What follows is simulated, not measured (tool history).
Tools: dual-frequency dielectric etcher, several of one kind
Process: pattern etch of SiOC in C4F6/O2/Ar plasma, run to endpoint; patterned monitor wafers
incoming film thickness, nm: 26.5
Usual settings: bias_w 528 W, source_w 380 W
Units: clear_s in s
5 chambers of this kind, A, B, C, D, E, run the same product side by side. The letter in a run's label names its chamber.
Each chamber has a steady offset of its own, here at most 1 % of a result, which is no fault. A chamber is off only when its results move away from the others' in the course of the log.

run,day,bias_w,source_w,clear_s
1A,0.233,528,380,8.9449
2C,0.458,528,380,8.7711
3D,0.771,528,380,8.9873
4B,1.021,528,380,8.954
5E,1.262,528,380,8.8731
6B,1.512,528,380,8.9266
7D,1.879,528,380,8.9547
8A,2.104,528,380,8.9749
# day 2.238: chamber C: wet clean of the chamber
9E,2.271,528,380,8.8808
10C,2.6,528,380,8.7999
# day 2.642: chamber D: bias power generator calibrated
11C,2.842,528,380,8.8437
12E,3.175,528,380,8.8076
13B,3.512,528,380,8.9753
14D,3.825,528,380,8.9515
15A,4.1,528,380,8.8671
16D,4.471,528,380,8.9468
17A,4.65,528,380,8.8827
18E,4.821,454,380,9.3562
19C,5.008,454,380,9.3049
20B,5.233,454,380,9.472
21D,5.592,454,380,9.5334
22B,5.867,454,380,9.5527
23A,6.1,528,380,8.7785
24E,6.446,528,380,8.8292
25C,6.738,528,380,8.8679
26C,6.904,528,380,8.8376
27E,7.129,528,380,8.8642
28A,7.412,528,380,8.6546
29B,7.792,528,380,8.9936
30D,7.988,528,380,8.9791
31D,8.342,416,380,9.7763
32B,8.508,416,380,9.813
33E,8.767,416,380,9.6223
34C,9.058,416,380,9.6586
35A,9.258,416,380,9.3822
36A,9.638,528,290,9.4679

All 5 chambers run these settings next. Forecast each chamber's results:
37A,9.912,528,330,?
37B,9.912,528,330,?
37C,9.912,528,330,?
37D,9.912,528,330,?
37E,9.912,528,330,?

run,clear_s
37A,8.9793
37B,9.3748
37C,9.262
37D,9.4559
37E,9.2972

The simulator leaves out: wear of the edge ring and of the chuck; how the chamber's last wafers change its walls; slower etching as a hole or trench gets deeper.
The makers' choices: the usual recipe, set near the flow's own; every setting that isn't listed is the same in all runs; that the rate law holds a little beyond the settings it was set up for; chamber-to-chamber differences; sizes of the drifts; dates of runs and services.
